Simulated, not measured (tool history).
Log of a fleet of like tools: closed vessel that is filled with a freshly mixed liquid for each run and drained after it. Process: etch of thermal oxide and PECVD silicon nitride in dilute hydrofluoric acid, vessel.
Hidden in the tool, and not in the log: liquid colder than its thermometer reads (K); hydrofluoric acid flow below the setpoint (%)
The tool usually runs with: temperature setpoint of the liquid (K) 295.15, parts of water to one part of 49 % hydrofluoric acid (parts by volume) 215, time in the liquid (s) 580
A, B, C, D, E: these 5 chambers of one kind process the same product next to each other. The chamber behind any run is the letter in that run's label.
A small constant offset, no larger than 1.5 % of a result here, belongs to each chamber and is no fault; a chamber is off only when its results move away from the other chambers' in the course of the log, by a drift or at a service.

| run | hour | temperature setpoint of the liquid (K) | parts of water to one part of 49 % hydrofluoric acid (parts by volume) | time in the liquid (s) | hours since the thermometer was replaced | hours since the hydrofluoric acid flow meter was replaced | read-back film thickness of the thermal oxide reference wafer, read on the same gauge (nm) | read-back film thickness of the PECVD silicon nitride reference wafer, read on the same gauge (nm) | thickness taken off the thermal oxide on a monitor wafer (angstrom) | thickness taken off the PECVD silicon nitride on a monitor wafer (angstrom) |
|---|---|---|---|---|---|---|---|---|---|---|
| 1E | 13 | 295.15 | 215 | 580 | 966.1 | 2149.5 | 40.001 | 50.033 | 101.76 | 41.334 |
| 2D | 20.6 | 295.15 | 215 | 580 | 777 | 406.3 | 40.013 | 50.004 | 103.28 | 41.074 |
| 3C | 32.1 | 295.15 | 215 | 580 | 496.7 | 154.6 | 39.997 | 50.001 | 99.377 | 40.563 |
| 4B | 39.5 | 295.15 | 215 | 580 | 299.3 | 403.6 | 40.012 | 49.955 | 101.55 | 39.686 |
| 5A | 52.3 | 295.15 | 215 | 580 | 490.1 | 619 | 40.012 | 49.994 | 102.48 | 41.859 |
|  | 55.3 | chamber E: hydrofluoric acid flow meter replaced |
| 6A | 59.3 | 295.15 | 160 | 435 | 497.1 | 626 | 39.985 | 50.001 | 110.09 | 40.487 |
| 7D | 69.4 | 295.15 | 160 | 435 | 825.8 | 455.1 | 40.006 | 50.015 | 108.35 | 41.529 |
| 8E | 80 | 295.15 | 160 | 435 | 1033.1 | 24.7 | 40.012 | 50.01 | 108.92 | 40.833 |
|  | 91.5 | chamber C: thermometer replaced |
| 9B | 91.7 | 295.15 | 160 | 435 | 351.5 | 455.8 | 39.989 | 49.985 | 104.72 | 40.081 |
| 10C | 101 | 295.15 | 160 | 435 | 9.6 | 223.5 | 40.021 | 50.03 | 107.84 | 40.583 |
| 11D | 115 | 295.15 | 215 | 580 | 871.4 | 500.7 | 40.018 | 49.951 | 100.72 | 40.935 |
| 12A | 123.6 | 295.15 | 325 | 300 | 561.4 | 690.3 | 40.004 | 49.996 | 31.179 | 14.294 |
| 13C | 138.7 | 295.15 | 325 | 300 | 47.3 | 261.2 | 39.99 | 50.006 | 30.238 | 13.894 |
| 14E | 151.7 | 295.15 | 325 | 300 | 1104.8 | 96.4 | 39.989 | 50.053 | 31.029 | 13.968 |
| 15B | 159.5 | 295.15 | 325 | 300 | 419.3 | 523.6 | 40.009 | 50.016 | 30.596 | 13.789 |
|  | 165.1 | chamber E: thermometer replaced |
| 16E | 170.2 | 295.15 | 325 | 300 | 5.2 | 114.9 | 39.997 | 50.015 | 31.244 | 14.068 |
| 17D | 184.4 | 295.15 | 215 | 580 | 940.8 | 570.1 | 39.994 | 50.009 | 99.126 | 39.732 |
| 18B | 198 | 295.15 | 215 | 580 | 457.8 | 562.1 | 39.993 | 49.992 | 99.762 | 40.54 |
| 19A | 205.5 | 295.15 | 215 | 580 | 643.3 | 772.2 | 39.995 | 49.984 | 101.76 | 41.164 |
| 20C | 213.6 | 291.65 | 215 | 580 | 122.2 | 336.1 | 40.015 | 49.976 | 87.364 | 32.517 |
| 21B | 225.1 | 291.65 | 215 | 580 | 484.9 | 589.2 | 40.024 | 49.991 | 87.08 | 31.958 |
| 22C | 236.8 | 291.65 | 215 | 580 | 145.4 | 359.3 | 39.998 | 49.968 | 84.649 | 32.022 |
| 23D | 244.9 | 291.65 | 215 | 580 | 1001.3 | 630.6 | 40.007 | 49.973 | 84.606 | 30.601 |
| 24A | 260.5 | 291.65 | 215 | 580 | 698.3 | 827.2 | 40.001 | 49.987 | 88.139 | 32.254 |
| 25E | 268.4 | 295.15 | 310 | 580 | 103.4 | 213.1 | 40.004 | 49.986 | 64.608 | 28.443 |
| 26B | 277.1 | 295.15 | 310 | 580 | 536.9 | 641.2 | 39.974 | 49.984 | 61.69 | 28.101 |
| 27E | 287.4 | 295.15 | 310 | 580 | 122.4 | 232.1 | 39.985 | 49.976 | 64.552 | 28.356 |
| 28D | 295.4 | 295.15 | 310 | 580 | 1051.8 | 681.1 | 40 | 49.985 | 58.503 | 26.449 |
| 29C | 305.8 | 295.15 | 310 | 580 | 214.4 | 428.3 | 40.029 | 50.001 | 61.66 | 28.012 |
| 30A | 316.3 | 290.65 | 215 | 580 | 754.1 | 883 | 40.005 | 50.016 | 86.357 | 30.416 |
| 31E | 323.4 | 290.65 | 215 | 580 | 158.4 | 268.1 | 40.01 | 49.993 | 87.159 | 30.529 |
| 32B | 336.1 | 290.65 | 215 | 580 | 595.9 | 700.2 | 40.03 | 50.028 | 83.722 | 29.936 |
| 33A | 350.2 | 290.65 | 215 | 580 | 788 | 916.9 | 39.99 | 49.988 | 84.472 | 30.548 |

Has any chamber moved away from the others, gradually or after a service, or does the common gauge drift, or do the chambers differ only by their own small steady offsets? State the chamber and the most likely cause if one applies.

It is chamber D that slowly wanders off from its peers.
What lies behind it: hydrofluoric acid flow below the setpoint (%) = 9.2.

Which of the 4 candidates below, each the usual settings with something changed and its results left as question marks, puts chamber D back in line with what the other chambers give on the usual settings?
In line means no further than this from the other chambers' mean on the usual settings: thickness taken off the thermal oxide on a monitor wafer (angstrom) 3.2; thickness taken off the PECVD silicon nitride on a monitor wafer (angstrom) 1.3
| 34D-1 | 361.3 | 295.15 | 225 | 555 |  |  |  |  | ? | ? |
| 34D-2 | 361.3 | 295.15 | 235 | 540 |  |  |  |  | ? | ? |
| 34D-3 | 361.3 | 295.15 | 195 | 620 |  |  |  |  | ? | ? |
| 34D-4 | 361.3 | 295.15 | 205 | 605 |  |  |  |  | ? | ? |

On the usual settings, the other chambers give on average: thickness taken off the thermal oxide on a monitor wafer (angstrom) 100.4; thickness taken off the PECVD silicon nitride on a monitor wafer (angstrom) 40.612
| run | thickness taken off the thermal oxide on a monitor wafer (angstrom) | thickness taken off the PECVD silicon nitride on a monitor wafer (angstrom) |
|---|---|---|
| 34D-1 | 81.877 | 34.006 |
| 34D-2 | 75.402 | 31.688 |
| 34D-3 | 109.36 | 43.8 |
| 34D-4 | 100.29 | 40.664 |
34D-4 puts the chamber back in line with the other chambers.

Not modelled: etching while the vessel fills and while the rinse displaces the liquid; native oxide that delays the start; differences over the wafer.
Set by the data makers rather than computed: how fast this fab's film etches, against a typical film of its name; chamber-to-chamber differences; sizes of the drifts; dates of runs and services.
